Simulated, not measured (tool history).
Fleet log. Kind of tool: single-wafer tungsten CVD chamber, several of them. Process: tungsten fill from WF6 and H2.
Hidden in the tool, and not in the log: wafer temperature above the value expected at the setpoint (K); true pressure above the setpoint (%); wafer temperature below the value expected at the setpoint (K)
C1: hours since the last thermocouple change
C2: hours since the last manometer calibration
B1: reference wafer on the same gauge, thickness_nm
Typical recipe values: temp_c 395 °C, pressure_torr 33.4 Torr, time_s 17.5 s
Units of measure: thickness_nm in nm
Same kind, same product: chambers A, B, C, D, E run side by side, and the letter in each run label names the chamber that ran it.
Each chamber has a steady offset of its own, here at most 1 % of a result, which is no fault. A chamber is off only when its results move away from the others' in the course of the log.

Run 1E, day 0.383: usual settings; C1 193.4; C2 698.9; B1 49.055. Result: thickness_nm 48.507 nm.
Run 2B, day 0.646: usual settings; C1 1628.3; C2 299; B1 49.091. Result: thickness_nm 48.712 nm.
Run 3A, day 0.912: usual settings; C1 161; C2 226.6; B1 49.089. Result: thickness_nm 48.71 nm.
Run 4D, day 1.192: usual settings; C1 300.4; C2 366.8; B1 49.091. Result: thickness_nm 48.802 nm.
Run 5C, day 1.525: usual settings; C1 1160; C2 394; B1 49.059. Result: thickness_nm 48.307 nm.
Run 6A, day 1.962: usual settings but pressure_torr 37 Torr, time_s 15.8 s; C1 186.2; C2 251.8; B1 49.122. Result: thickness_nm 46.014 nm.
Run 7C, day 2.246: usual settings but pressure_torr 37 Torr, time_s 15.8 s; C1 1177.3; C2 411.3; B1 49.118. Result: thickness_nm 45.656 nm.
Run 8B, day 2.746: usual settings but pressure_torr 37 Torr, time_s 15.8 s; C1 1678.7; C2 349.4; B1 49.106. Result: thickness_nm 46.299 nm.
Run 9D, day 3.058: usual settings but pressure_torr 37 Torr, time_s 15.8 s; C1 345.2; C2 411.6; B1 49.102. Result: thickness_nm 46.391 nm.
Run 10E, day 3.329: usual settings but pressure_torr 37 Torr, time_s 15.8 s; C1 264.1; C2 769.6; B1 49.137. Result: thickness_nm 46.296 nm.
Run 11C, day 3.604: usual settings; C1 1209.9; C2 443.9; B1 49.08. Result: thickness_nm 48.484 nm.
Run 12A, day 3.854: usual settings; C1 231.6; C2 297.2; B1 49.128. Result: thickness_nm 48.591 nm.
Run 13B, day 4.171: usual settings; C1 1712.9; C2 383.6; B1 49.054. Result: thickness_nm 48.856 nm.
Run 14E, day 4.467: usual settings; C1 291.4; C2 796.9; B1 49.093. Result: thickness_nm 48.378 nm.
Run 15D, day 4.867: usual settings; C1 388.6; C2 455; B1 49.11. Result: thickness_nm 48.755 nm.
Run 16D, day 5.379: usual settings; C1 400.9; C2 467.3; B1 49.121. Result: thickness_nm 48.792 nm.
Run 17B, day 5.696: usual settings but time_s 14.6 s; C1 1749.5; C2 420.2; B1 49.089. Result: thickness_nm 40.496 nm.
Run 18C, day 6.079: usual settings but time_s 14.6 s; C1 1269.3; C2 503.3; B1 49.098. Result: thickness_nm 40.145 nm.
Run 19E, day 6.471: usual settings but time_s 14.6 s; C1 339.5; C2 845; B1 49.078. Result: thickness_nm 40.578 nm.
Run 20A, day 6.812: usual settings but time_s 14.6 s; C1 302.6; C2 368.2; B1 49.123. Result: thickness_nm 40.516 nm.
Run 21E, day 7.246: usual settings but time_s 14.6 s; C1 358.1; C2 863.6; B1 49.111. Result: thickness_nm 40.641 nm.
Run 22C, day 7.604: usual settings; C1 1305.9; C2 539.9; B1 49.125. Result: thickness_nm 48.043 nm.
Run 23D, day 7.892: usual settings; C1 461.2; C2 527.6; B1 49.111. Result: thickness_nm 48.97 nm.
Run 24A, day 8.242: usual settings; C1 336.9; C2 402.5; B1 49.09. Result: thickness_nm 48.623 nm.
Run 25B, day 8.612: usual settings; C1 1819.5; C2 490.2; B1 49.097. Result: thickness_nm 48.814 nm.
Run 26E, day 9.067: usual settings; C1 401.8; C2 907.3; B1 49.064. Result: thickness_nm 48.837 nm.
At day 9.1: chamber B: thermocouple changed; heater temperature recalibrated.
Run 27D, day 9.404: usual settings but pressure_torr 30.2 Torr, time_s 20.7 s; C1 497.5; C2 563.9; B1 49.111. Result: thickness_nm 55.474 nm.
Run 28C, day 9.858: usual settings but pressure_torr 30.2 Torr, time_s 20.7 s; C1 1360; C2 594; B1 49.116. Result: thickness_nm 54.627 nm.
Run 29A, day 10.329: usual settings but pressure_torr 30.2 Torr, time_s 20.7 s; C1 387; C2 452.6; B1 49.111. Result: thickness_nm 55.141 nm.
Run 30B, day 10.658: usual settings but pressure_torr 30.2 Torr, time_s 20.7 s; C1 37.5; C2 539.3; B1 49.06. Result: thickness_nm 54.912 nm.
Run 31D, day 10.958: usual settings but pressure_torr 30.2 Torr, time_s 20.7 s; C1 534.8; C2 601.2; B1 49.117. Result: thickness_nm 54.966 nm.
Run 32A, day 11.429: usual settings; C1 413.4; C2 479; B1 49.098. Result: thickness_nm 48.419 nm.

Each of the 5 chambers runs these same settings next. Fill in every chamber's results:
Run 33A, day 11.8: usual settings but pressure_torr 27.5 Torr. Result: thickness_nm ?.
Run 33B, day 11.8: usual settings but pressure_torr 27.5 Torr. Result: thickness_nm ?.
Run 33C, day 11.8: usual settings but pressure_torr 27.5 Torr. Result: thickness_nm ?.
Run 33D, day 11.8: usual settings but pressure_torr 27.5 Torr. Result: thickness_nm ?.
Run 33E, day 11.8: usual settings but pressure_torr 27.5 Torr. Result: thickness_nm ?.

run  thickness_nm
33A        44.244
33B         44.54
33C        44.334
33D        44.548
33E        44.555

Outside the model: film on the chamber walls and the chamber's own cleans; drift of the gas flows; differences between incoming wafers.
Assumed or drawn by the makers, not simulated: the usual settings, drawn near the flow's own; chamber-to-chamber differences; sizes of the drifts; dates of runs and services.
